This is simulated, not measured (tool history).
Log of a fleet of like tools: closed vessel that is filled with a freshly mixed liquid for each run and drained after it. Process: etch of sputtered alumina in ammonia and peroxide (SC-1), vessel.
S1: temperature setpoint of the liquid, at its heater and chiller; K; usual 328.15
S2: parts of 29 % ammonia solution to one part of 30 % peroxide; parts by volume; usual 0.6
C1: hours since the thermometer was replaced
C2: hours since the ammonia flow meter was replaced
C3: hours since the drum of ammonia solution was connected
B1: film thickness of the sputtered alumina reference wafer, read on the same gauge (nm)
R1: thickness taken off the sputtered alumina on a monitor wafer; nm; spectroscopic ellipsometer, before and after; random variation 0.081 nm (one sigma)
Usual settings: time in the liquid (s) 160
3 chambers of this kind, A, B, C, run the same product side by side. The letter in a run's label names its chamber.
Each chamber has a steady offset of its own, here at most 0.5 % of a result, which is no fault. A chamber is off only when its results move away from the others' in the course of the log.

Run 1B, hour 10.5: usual settings; C1 331.4; C2 110.9; C3 219.5; B1 50.031. Result: R1 12.2530 nm.
Run 2C, hour 18.1: usual settings; C1 63.0; C2 581.5; C3 601.8; B1 49.988. Result: R1 12.0510 nm.
Run 3A, hour 29.7: usual settings; C1 713.9; C2 1378.1; C3 576.0; B1 49.994. Result: R1 11.9200 nm.
Run 4A, hour 37.6: usual settings; C1 721.8; C2 1386.0; C3 583.9; B1 49.985. Result: R1 11.9740 nm.
Run 5C, hour 49.0: usual settings; C1 93.9; C2 612.4; C3 632.7; B1 49.974. Result: R1 11.9620 nm.
Run 6B, hour 58.7: usual settings; C1 379.6; C2 159.1; C3 267.7; B1 50.035. Result: R1 11.8790 nm.
Run 7A, hour 64.7: usual settings but S1 320.15 K, time in the liquid (s) 70; C1 748.9; C2 1413.1; C3 611.0; B1 50.001. Result: R1 3.3377 nm.
Run 8C, hour 70.5: usual settings but S1 320.15 K, time in the liquid (s) 70; C1 115.4; C2 633.9; C3 654.2; B1 49.978. Result: R1 3.4314 nm.
Run 9B, hour 79.8: usual settings but S1 320.15 K, time in the liquid (s) 70; C1 400.7; C2 180.2; C3 288.8; B1 49.987. Result: R1 3.3122 nm.
Run 10C, hour 91.4: usual settings; C1 136.3; C2 654.8; C3 675.1; B1 50.001. Result: R1 11.9810 nm.
Run 11A, hour 100.6: usual settings; C1 784.8; C2 1449.0; C3 646.9; B1 49.967. Result: R1 11.9290 nm.
Run 12B, hour 111.1: usual settings; C1 432.0; C2 211.5; C3 320.1; B1 49.967. Result: R1 11.7160 nm.
Run 13A, hour 117.2: usual settings; C1 801.4; C2 1465.6; C3 663.5; B1 50.023. Result: R1 11.8780 nm.
Run 14B, hour 123.3: usual settings; C1 444.2; C2 223.7; C3 332.3; B1 49.983. Result: R1 11.6950 nm.
Run 15C, hour 129.0: usual settings but S1 322.15 K, time in the liquid (s) 80; C1 173.9; C2 692.4; C3 712.7; B1 49.968. Result: R1 4.3769 nm.
Run 16A, hour 138.0: usual settings but S1 322.15 K, time in the liquid (s) 80; C1 822.2; C2 1486.4; C3 684.3; B1 50.010. Result: R1 4.2873 nm.
Run 17C, hour 147.5: usual settings but S1 322.15 K, time in the liquid (s) 80; C1 192.4; C2 710.9; C3 731.2; B1 50.006. Result: R1 4.3510 nm.
Run 18B, hour 156.9: usual settings but time in the liquid (s) 220; C1 477.8; C2 257.3; C3 365.9; B1 49.998. Result: R1 15.9430 nm.
Run 19C, hour 164.0: usual settings but time in the liquid (s) 220; C1 208.9; C2 727.4; C3 747.7; B1 50.014. Result: R1 16.6840 nm.
Run 20B, hour 174.0: usual settings but time in the liquid (s) 220; C1 494.9; C2 274.4; C3 383.0; B1 50.024. Result: R1 15.4790 nm.
At hour 179.7: chamber A: thermometer replaced.
Run 21A, hour 183.3: usual settings; C1 3.7; C2 1531.7; C3 729.6; B1 49.990. Result: R1 11.9550 nm.
At hour 183.5: chamber B: new drum of ammonia solution connected.
Run 22A, hour 190.7: usual settings; C1 11.1; C2 1539.1; C3 737.0; B1 50.006. Result: R1 11.8370 nm.
Run 23B, hour 200.9: usual settings; C1 521.8; C2 301.3; C3 17.5; B1 50.004. Result: R1 11.3800 nm.
Run 24C, hour 207.7: usual settings; C1 252.6; C2 771.1; C3 791.4; B1 50.001. Result: R1 12.0140 nm.
Run 25A, hour 213.5: usual settings; C1 33.9; C2 1561.9; C3 759.8; B1 50.000. Result: R1 11.9590 nm.

Is one chamber off against the others, does the gauge drift, or is nothing wrong? If a chamber is off, say which, and what the likeliest cause is.

Chamber B drifts away from the others.
Cause: liquid colder than its thermometer reads (K) = 1.31.

Here are 4 candidates for chamber B's next run, each the usual settings with a change, their results left as question marks. Which one brings its results back in line with what the others give on the usual settings?
In line means no further than this from the other chambers' mean on the usual settings: R1 0.2800 nm
Run 26B-1, hour 221.9: usual settings but S1 328.65 K. Result: R1 ?.
Run 26B-2, hour 221.9: usual settings but S1 327.65 K. Result: R1 ?.
Run 26B-3, hour 221.9: usual settings but S1 327.65 K, time in the liquid (s) 155. Result: R1 ?.
Run 26B-4, hour 221.9: usual settings but time in the liquid (s) 170. Result: R1 ?.

The other chambers' mean on the usual settings: R1 11.9600 nm
  run       R1
26B-1  11.6340
26B-2  11.0210
26B-3  10.6770
26B-4  12.0290
26B-4 brings the chamber back in line.

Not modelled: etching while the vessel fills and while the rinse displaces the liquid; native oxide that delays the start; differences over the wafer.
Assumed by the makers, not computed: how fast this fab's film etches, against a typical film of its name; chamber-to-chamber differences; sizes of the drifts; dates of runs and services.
